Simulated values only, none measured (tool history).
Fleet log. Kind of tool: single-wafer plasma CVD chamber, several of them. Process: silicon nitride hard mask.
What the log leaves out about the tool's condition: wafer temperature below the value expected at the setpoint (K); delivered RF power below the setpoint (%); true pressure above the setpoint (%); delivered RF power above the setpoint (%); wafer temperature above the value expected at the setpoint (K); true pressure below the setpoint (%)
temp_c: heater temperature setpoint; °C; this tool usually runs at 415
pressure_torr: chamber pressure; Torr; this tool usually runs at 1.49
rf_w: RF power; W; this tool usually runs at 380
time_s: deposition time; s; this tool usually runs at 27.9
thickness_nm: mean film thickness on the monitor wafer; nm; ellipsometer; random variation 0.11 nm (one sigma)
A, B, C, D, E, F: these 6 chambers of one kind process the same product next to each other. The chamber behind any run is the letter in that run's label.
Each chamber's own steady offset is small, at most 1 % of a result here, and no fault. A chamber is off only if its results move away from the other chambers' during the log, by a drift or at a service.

run,day,temp_c,pressure_torr,rf_w,time_s,hours since the last thermocouple change,hours since the last RF generator calibration,hours since the last manometer calibration,"read-back reference wafer on the same gauge, thickness_nm",thickness_nm
1F,0.096,415,1.49,380,27.9,14.0,1072.7,176.8,40.304,36.453
2C,0.271,415,1.49,380,27.9,1528.7,376.0,1088.2,40.315,36.228
3B,0.438,415,1.49,380,27.9,841.0,513.9,675.5,40.323,36.098
4A,0.612,415,1.49,380,27.9,737.3,655.4,1389.6,40.329,36.197
5D,0.733,415,1.49,380,27.9,1151.3,1510.8,2758.0,40.322,36.105
6E,0.867,415,1.49,380,27.9,1101.4,351.1,655.5,40.296,36.238
7D,1.021,415,1.49,380,27.9,1158.2,1517.7,2764.9,40.314,36.280
8C,1.117,415,1.49,380,27.9,1549.0,396.3,1108.5,40.338,36.058
9F,1.233,415,1.49,380,27.9,41.3,1100.0,204.1,40.311,36.346
10E,1.388,415,1.49,380,27.9,1113.9,363.6,668.0,40.332,36.371
11A,1.558,415,1.49,380,27.9,760.0,678.1,1412.3,40.309,35.827
12B,1.704,415,1.49,380,27.9,871.4,544.3,705.9,40.319,36.149
13E,1.792,415,1.49,380,27.9,1123.6,373.3,677.7,40.303,36.182
14D,1.879,415,1.49,380,27.9,1178.8,1538.3,2785.5,40.282,36.206
15C,2.058,415,1.49,380,27.9,1571.6,418.9,1131.1,40.326,36.363
16B,2.179,415,1.49,380,27.9,882.8,555.7,717.3,40.283,35.964
17F,2.321,415,1.49,380,27.9,67.4,1126.1,230.2,40.310,36.422
18A,2.462,409,1.61,380,27.9,781.7,699.8,1434.0,40.316,36.710
19C,2.567,409,1.61,380,27.9,1583.8,431.1,1143.3,40.320,37.184
20D,2.692,409,1.61,380,27.9,1198.3,1557.8,2805.0,40.327,37.251
21F,2.808,409,1.61,380,27.9,79.1,1137.8,241.9,40.297,37.342
22A,2.896,409,1.61,380,27.9,792.1,710.2,1444.4,40.285,36.582
23B,3.029,409,1.61,380,27.9,903.2,576.1,737.7,40.322,37.107
24E,3.179,415,1.49,380,27.9,1156.9,406.6,711.0,40.306,36.357
25A,3.321,415,1.49,380,27.9,802.3,720.4,1454.6,40.320,35.553
26E,3.417,415,1.49,380,27.9,1162.6,412.3,716.7,40.288,36.259
27D,3.525,415,1.20,380,31.3,1218.3,1577.8,2825.0,40.300,38.022
28C,3.692,415,1.20,380,31.3,1610.8,458.1,1170.3,40.306,38.022
29B,3.804,415,1.20,380,31.3,921.8,594.7,756.3,40.270,38.068
30F,3.971,415,1.20,380,31.3,107.0,1165.7,269.8,40.309,38.227
31A,4.150,415,1.20,380,31.3,822.2,740.3,1474.5,40.327,37.069
32B,4.296,415,1.20,380,31.3,933.6,606.5,768.1,40.287,38.039
33F,4.388,415,1.49,380,27.9,117.0,1175.7,279.8,40.319,36.485
34D,4.554,415,1.49,380,27.9,1243.0,1602.5,2849.7,40.323,36.285
35C,4.662,415,1.49,380,27.9,1634.1,481.4,1193.6,40.283,36.184
# day 4.825: chamber D: capacitance manometer re-zeroed and calibrated
36E,4.833,415,1.49,380,27.9,1196.6,446.3,750.7,40.302,36.221
37B,4.917,415,1.49,380,27.9,948.5,621.4,783.0,40.298,36.218
38D,5.025,415,1.49,380,27.9,1254.3,1613.8,4.8,40.293,36.046
39E,5.142,415,1.49,380,27.9,1204.0,453.7,758.1,40.265,36.096
40C,5.292,415,1.49,380,27.9,1649.2,496.5,1208.7,40.307,36.165

For the next run the whole fleet of 6 chambers uses the same settings. Give each chamber's results:
41A,5.429,415,1.49,380,27.9,,,,,?
41B,5.429,415,1.49,380,27.9,,,,,?
41C,5.429,415,1.49,380,27.9,,,,,?
41D,5.429,415,1.49,380,27.9,,,,,?
41E,5.429,415,1.49,380,27.9,,,,,?
41F,5.429,415,1.49,380,27.9,,,,,?

run,thickness_nm
41A,35.236
41B,36.138
41C,36.234
41D,36.157
41E,36.111
41F,36.375
